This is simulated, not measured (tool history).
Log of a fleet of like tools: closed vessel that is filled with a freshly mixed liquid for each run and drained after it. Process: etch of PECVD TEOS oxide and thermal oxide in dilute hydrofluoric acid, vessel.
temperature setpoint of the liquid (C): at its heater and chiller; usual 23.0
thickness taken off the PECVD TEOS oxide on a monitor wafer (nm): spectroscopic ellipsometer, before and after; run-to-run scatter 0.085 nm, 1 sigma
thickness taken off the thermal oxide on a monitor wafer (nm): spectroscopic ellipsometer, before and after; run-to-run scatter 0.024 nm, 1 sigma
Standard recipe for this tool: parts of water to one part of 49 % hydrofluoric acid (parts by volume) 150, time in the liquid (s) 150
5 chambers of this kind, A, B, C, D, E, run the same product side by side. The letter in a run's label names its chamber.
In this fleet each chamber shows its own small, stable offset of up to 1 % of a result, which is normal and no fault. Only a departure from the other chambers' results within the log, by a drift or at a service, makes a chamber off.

run,day,temperature setpoint of the liquid (C),parts of water to one part of 49 % hydrofluoric acid (parts by volume),time in the liquid (s),"read-back film thickness of the PECVD TEOS oxide reference wafer, read on the same gauge (nm)","read-back film thickness of the thermal oxide reference wafer, read on the same gauge (nm)",thickness taken off the PECVD TEOS oxide on a monitor wafer (nm),thickness taken off the thermal oxide on a monitor wafer (nm)
1C,0.238,23.0,150,150,29.985,130.02,13.130,4.3929
2B,0.708,23.0,150,150,30.003,129.97,13.343,4.3141
3D,1.121,23.0,150,150,29.989,129.99,13.226,4.3865
4A,1.525,23.0,150,150,30.026,130.03,13.262,4.3108
5E,1.833,23.0,150,150,30.012,130.00,13.014,4.3111
6B,2.212,23.0,150,150,29.994,129.98,13.530,4.3580
7D,2.508,23.0,150,150,29.996,130.01,13.063,4.4011
8E,2.858,23.0,90,65,30.013,129.98,10.293,3.4134
9C,3.279,23.0,90,65,29.997,130.01,10.347,3.4817
10A,3.633,23.0,90,65,29.991,130.01,10.395,3.3958
11C,3.875,23.0,90,65,30.008,129.97,10.367,3.4448
12B,4.342,23.0,90,65,30.005,129.98,10.416,3.3888
13A,4.554,23.0,150,150,29.993,129.99,13.233,4.3673
14E,4.933,23.0,150,150,30.007,130.02,13.198,4.3212
# day 5.067: chamber E: hydrofluoric acid flow meter replaced
15D,5.288,23.0,150,150,30.008,130.01,13.177,4.4074
16B,5.588,23.0,150,150,30.012,129.98,13.441,4.3074
17C,6.054,23.0,150,225,29.993,130.06,19.674,6.6101
18A,6.262,23.0,150,225,30.015,129.99,20.064,6.4519
19D,6.504,23.0,150,225,30.016,129.99,19.727,6.5806
20E,6.979,23.0,150,225,29.996,130.00,19.636,6.5646
21C,7.267,23.0,150,225,30.022,130.02,19.681,6.5610
22E,7.612,23.0,150,150,30.008,130.02,13.282,4.3179
23B,7.942,23.0,150,150,29.971,129.98,13.325,4.3143
24A,8.196,27.5,110,150,29.999,130.02,22.888,7.3682
25D,8.588,27.5,110,150,29.999,129.97,22.271,7.3704
26B,8.933,27.5,110,150,29.991,129.99,22.814,7.4720
27A,9.254,27.5,110,150,30.012,130.00,22.538,7.3184
28D,9.533,27.5,110,150,30.003,129.99,22.522,7.5436
29C,10.000,23.0,150,150,30.005,129.98,13.152,4.3908
30E,10.425,23.0,150,150,29.972,130.00,13.231,4.3175
31A,10.829,23.0,150,150,29.984,129.99,13.425,4.3436

For the next run the whole fleet of 5 chambers uses the same settings. Give each chamber's results:
32A,11.171,23.0,150,150,,,?,?
32B,11.171,23.0,150,150,,,?,?
32C,11.171,23.0,150,150,,,?,?
32D,11.171,23.0,150,150,,,?,?
32E,11.171,23.0,150,150,,,?,?

run,thickness taken off the PECVD TEOS oxide on a monitor wafer (nm),thickness taken off the thermal oxide on a monitor wafer (nm)
32A,13.195,4.3017
32B,13.176,4.3891
32C,13.246,4.3909
32D,13.055,4.3844
32E,13.186,4.3726
